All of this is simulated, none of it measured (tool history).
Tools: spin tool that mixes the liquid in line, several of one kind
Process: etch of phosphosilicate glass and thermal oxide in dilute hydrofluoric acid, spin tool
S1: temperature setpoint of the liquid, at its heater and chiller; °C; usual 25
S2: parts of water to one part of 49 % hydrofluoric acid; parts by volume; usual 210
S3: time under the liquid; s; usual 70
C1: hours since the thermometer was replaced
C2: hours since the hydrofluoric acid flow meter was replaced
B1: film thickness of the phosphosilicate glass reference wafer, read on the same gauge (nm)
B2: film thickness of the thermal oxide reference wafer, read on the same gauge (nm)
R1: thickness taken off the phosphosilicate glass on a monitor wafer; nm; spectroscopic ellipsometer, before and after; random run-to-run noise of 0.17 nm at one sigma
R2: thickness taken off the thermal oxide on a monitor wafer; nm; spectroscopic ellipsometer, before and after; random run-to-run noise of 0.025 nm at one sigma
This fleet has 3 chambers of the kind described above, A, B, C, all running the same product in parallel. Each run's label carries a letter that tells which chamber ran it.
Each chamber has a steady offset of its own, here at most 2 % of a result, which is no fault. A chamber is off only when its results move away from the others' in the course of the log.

| run | hour | S1 | S2 | S3 | C1 | C2 | B1 | B2 | R1 | R2 |
|---|---|---|---|---|---|---|---|---|---|---|
| 1C | 4.5 | 25 | 210 | 70 | 1028.5 | 1818.7 | 90.002 | 79.997 | 23.72 | 1.5487 |
| 2B | 10 | 25 | 210 | 70 | 625.7 | 1388.4 | 90.032 | 80.009 | 23.467 | 1.521 |
| 3A | 17.4 | 25 | 210 | 70 | 1028.1 | 819.8 | 90.003 | 80.016 | 23.422 | 1.5566 |
| 4A | 24.9 | 25 | 210 | 70 | 1035.6 | 827.3 | 89.999 | 79.966 | 23.681 | 1.5717 |
| 5B | 29 | 25 | 210 | 70 | 644.7 | 1407.4 | 90.004 | 79.983 | 23.524 | 1.5362 |
| 6C | 37.5 | 25 | 210 | 70 | 1061.5 | 1851.7 | 89.995 | 80.023 | 23.446 | 1.5573 |
| 7B | 42.4 | 25 | 210 | 70 | 658.1 | 1420.8 | 90.014 | 79.999 | 23.372 | 1.5327 |
| 8C | 49.5 | 25 | 210 | 70 | 1073.5 | 1863.7 | 90.001 | 79.952 | 23.857 | 1.61 |
| 9A | 55 | 25 | 210 | 70 | 1065.7 | 857.4 | 90.006 | 80.025 | 23.574 | 1.5344 |
| 10A | 59.2 | 25 | 210 | 70 | 1069.9 | 861.6 | 90.008 | 79.94 | 23.599 | 1.5337 |
| 11C | 65.8 | 25 | 170 | 70 | 1089.8 | 1880 | 89.983 | 80.018 | 30.671 | 2.0282 |
| 12B | 72.4 | 25 | 170 | 70 | 688.1 | 1450.8 | 90.026 | 79.984 | 30.445 | 1.98 |
| 13A | 80.7 | 25 | 170 | 70 | 1091.4 | 883.1 | 89.987 | 80.025 | 30.465 | 2.044 |
| 14B | 86.4 | 25 | 210 | 70 | 702.1 | 1464.8 | 89.993 | 79.99 | 23.405 | 1.5664 |
| 15C | 91.8 | 25 | 210 | 70 | 1115.8 | 1906 | 89.993 | 80.044 | 23.778 | 1.5405 |
| 16A | 95.5 | 25 | 210 | 70 | 1106.2 | 897.9 | 89.999 | 80.028 | 23.807 | 1.5784 |
| 17C | 99.3 | 25 | 210 | 70 | 1123.3 | 1913.5 | 90.005 | 80.036 | 24.03 | 1.6025 |
| 18B | 105.2 | 25 | 210 | 70 | 720.9 | 1483.6 | 89.965 | 80.011 | 23.355 | 1.6062 |
| 19B | 110.6 | 25 | 210 | 70 | 726.3 | 1489 | 90.011 | 79.995 | 23.316 | 1.556 |
| 20A | 115.4 | 25 | 210 | 70 | 1126.1 | 917.8 | 89.98 | 80.025 | 23.727 | 1.5579 |
|  | 117.5 | chamber C: hydrofluoric acid flow meter replaced |
| 21C | 122.1 | 25 | 210 | 70 | 1146.1 | 4.6 | 89.995 | 79.983 | 23.859 | 1.5118 |
| 22A | 128.5 | 25 | 210 | 70 | 1139.2 | 930.9 | 90.011 | 79.975 | 23.651 | 1.5248 |
| 23C | 134.1 | 25 | 300 | 70 | 1158.1 | 16.6 | 89.988 | 79.989 | 15.184 | 1.0137 |
| 24B | 142.1 | 25 | 300 | 70 | 757.8 | 1520.5 | 89.984 | 79.99 | 14.824 | 0.99628 |
| 25A | 146.3 | 25 | 300 | 70 | 1157 | 948.7 | 89.994 | 79.98 | 15.063 | 0.96457 |
| 26B | 150.2 | 22.5 | 255 | 70 | 765.9 | 1528.6 | 89.983 | 80.026 | 16.797 | 1.1373 |
| 27C | 155.4 | 22.5 | 255 | 70 | 1179.4 | 37.9 | 89.999 | 79.981 | 17.137 | 1.1344 |
| 28B | 160.2 | 22.5 | 255 | 70 | 775.9 | 1538.6 | 89.993 | 80.014 | 16.597 | 1.1419 |
| 29C | 165 | 25 | 210 | 70 | 1189 | 47.5 | 90.015 | 80.059 | 23.826 | 1.5333 |
| 30A | 173.4 | 25 | 210 | 70 | 1184.1 | 975.8 | 90.002 | 79.995 | 23.777 | 1.5487 |
| 31B | 177.6 | 25 | 210 | 70 | 793.3 | 1556 | 89.994 | 79.991 | 23.419 | 1.5549 |
| 32A | 184.5 | 25 | 210 | 70 | 1195.2 | 986.9 | 89.995 | 80.029 | 23.758 | 1.5181 |
| 33C | 192.6 | 25 | 210 | 70 | 1216.6 | 75.1 | 89.997 | 79.972 | 23.63 | 1.5378 |
| 34C | 198.6 | 25 | 210 | 70 | 1222.6 | 81.1 | 90 | 79.976 | 23.692 | 1.5933 |
| 35A | 205.5 | 25 | 210 | 70 | 1216.2 | 1007.9 | 90.002 | 80.015 | 23.577 | 1.5372 |
| 36B | 211.1 | 25 | 210 | 70 | 826.8 | 1589.5 | 90.011 | 79.97 | 23.345 | 1.5863 |
| 37C | 215.9 | 25 | 210 | 70 | 1239.9 | 98.4 | 90.009 | 79.964 | 23.835 | 1.5724 |
| 38B | 221 | 21.5 | 210 | 95 | 836.7 | 1599.4 | 90.001 | 79.954 | 28.276 | 1.903 |
| 39A | 226.5 | 21.5 | 210 | 95 | 1237.2 | 1028.9 | 89.995 | 79.99 | 27.854 | 1.8662 |

Next, every chamber runs the same settings. What will each give?
| 40A | 232.6 | 25 | 210 | 70 |  |  |  |  | ? | ? |
| 40B | 232.6 | 25 | 210 | 70 |  |  |  |  | ? | ? |
| 40C | 232.6 | 25 | 210 | 70 |  |  |  |  | ? | ? |

| run | R1 | R2 |
|---|---|---|
| 40A | 23.708 | 1.5571 |
| 40B | 23.45 | 1.531 |
| 40C | 23.923 | 1.5197 |
